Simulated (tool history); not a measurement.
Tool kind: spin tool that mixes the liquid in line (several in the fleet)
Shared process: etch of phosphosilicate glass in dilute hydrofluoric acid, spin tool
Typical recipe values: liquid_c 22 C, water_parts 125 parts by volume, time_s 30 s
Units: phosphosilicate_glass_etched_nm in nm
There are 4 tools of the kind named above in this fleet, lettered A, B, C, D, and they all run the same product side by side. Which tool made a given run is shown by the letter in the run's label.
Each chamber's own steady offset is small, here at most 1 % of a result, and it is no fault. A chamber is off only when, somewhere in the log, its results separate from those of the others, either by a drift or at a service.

| run | hour | liquid_c | water_parts | time_s | hours since the thermometer was replaced | hours since the hydrofluoric acid flow meter was replaced | read-back film thickness of the phosphosilicate glass reference wafer, read on the same gauge (nm) | phosphosilicate_glass_etched_nm |
|---|---|---|---|---|---|---|---|---|
| 1A | 4.2 | 22 | 125 | 30 | 396.5 | 294 | 60.085 | 13.078 |
| 2B | 9.7 | 22 | 125 | 30 | 531.2 | 449.1 | 60.017 | 12.883 |
| 3C | 15.7 | 22 | 125 | 30 | 659.8 | 432.8 | 59.987 | 12.902 |
| 4D | 22 | 22 | 125 | 30 | 86.5 | 1380.8 | 60.034 | 13.104 |
| 5D | 27 | 25 | 125 | 40 | 91.5 | 1385.8 | 59.968 | 19.469 |
| 6B | 34.6 | 25 | 125 | 40 | 556.1 | 474 | 59.963 | 19.624 |
| 7A | 42.4 | 25 | 125 | 40 | 434.7 | 332.2 | 60.009 | 19.427 |
| 8C | 49.5 | 25 | 125 | 40 | 693.6 | 466.6 | 60.012 | 19.133 |
| 9D | 55.9 | 22 | 125 | 30 | 120.4 | 1414.7 | 60.004 | 13.319 |
| 10A | 62 | 22 | 125 | 30 | 454.3 | 351.8 | 59.988 | 12.916 |
| 11C | 68.4 | 22 | 125 | 30 | 712.5 | 485.5 | 59.946 | 13.087 |
| 12B | 76.2 | 22 | 125 | 30 | 597.7 | 515.6 | 59.984 | 13.022 |
| 13C | 82 | 19 | 125 | 40 | 726.1 | 499.1 | 60.006 | 15.394 |
| 14A | 86.3 | 19 | 125 | 40 | 478.6 | 376.1 | 59.972 | 15.059 |
| 15D | 92.3 | 19 | 125 | 40 | 156.8 | 1451.1 | 60.009 | 15.381 |
| 16B | 96.3 | 19 | 125 | 40 | 617.8 | 535.7 | 60.021 | 14.999 |
| 17A | 101.4 | 22 | 125 | 30 | 493.7 | 391.2 | 59.996 | 12.893 |
| 18D | 105.5 | 22 | 125 | 30 | 170 | 1464.3 | 60.001 | 13.116 |
| 19B | 109.2 | 22 | 125 | 30 | 630.7 | 548.6 | 59.996 | 12.37 |
| 20C | 113.7 | 25.5 | 125 | 20 | 757.8 | 530.8 | 59.987 | 9.7698 |
| 21A | 119.6 | 25.5 | 125 | 20 | 511.9 | 409.4 | 60.008 | 9.6012 |
| 22D | 127.5 | 25.5 | 125 | 20 | 192 | 1486.3 | 60.043 | 9.9844 |
| 23C | 133.4 | 25.5 | 125 | 20 | 777.5 | 550.5 | 60.001 | 9.8636 |
| 24B | 138.8 | 22 | 125 | 30 | 660.3 | 578.2 | 60.015 | 12.055 |
| 25B | 144.7 | 22 | 125 | 30 | 666.2 | 584.1 | 60.01 | 12.02 |
| 26A | 151 | 22 | 125 | 30 | 543.3 | 440.8 | 59.966 | 12.748 |
| 27D | 158.1 | 22 | 125 | 30 | 222.6 | 1516.9 | 60.009 | 12.902 |
| 28C | 165.3 | 22 | 125 | 30 | 809.4 | 582.4 | 60.002 | 12.987 |
| 29C | 169.8 | 22 | 125 | 30 | 813.9 | 586.9 | 59.977 | 13.036 |
| 30B | 174 | 22 | 125 | 30 | 695.5 | 613.4 | 60.008 | 11.676 |
| 31A | 178.5 | 22 | 125 | 30 | 570.8 | 468.3 | 60.015 | 12.751 |
| 32D | 183.1 | 22 | 125 | 30 | 247.6 | 1541.9 | 60.024 | 13.043 |
| 33D | 189.1 | 22 | 165 | 40 | 253.6 | 1547.9 | 60.028 | 12.469 |
| 34A | 195.1 | 22 | 165 | 40 | 587.4 | 484.9 | 59.994 | 12.303 |

The same settings go to every chamber for the next run, one line per chamber below. Forecast the results for each:
| 35A | 200.8 | 19 | 125 | 30 |  |  |  | ? |
| 35B | 200.8 | 19 | 125 | 30 |  |  |  | ? |
| 35C | 200.8 | 19 | 125 | 30 |  |  |  | ? |
| 35D | 200.8 | 19 | 125 | 30 |  |  |  | ? |

| run | phosphosilicate_glass_etched_nm |
|---|---|
| 35A | 11.669 |
| 35B | 10.042 |
| 35C | 11.465 |
| 35D | 11.624 |

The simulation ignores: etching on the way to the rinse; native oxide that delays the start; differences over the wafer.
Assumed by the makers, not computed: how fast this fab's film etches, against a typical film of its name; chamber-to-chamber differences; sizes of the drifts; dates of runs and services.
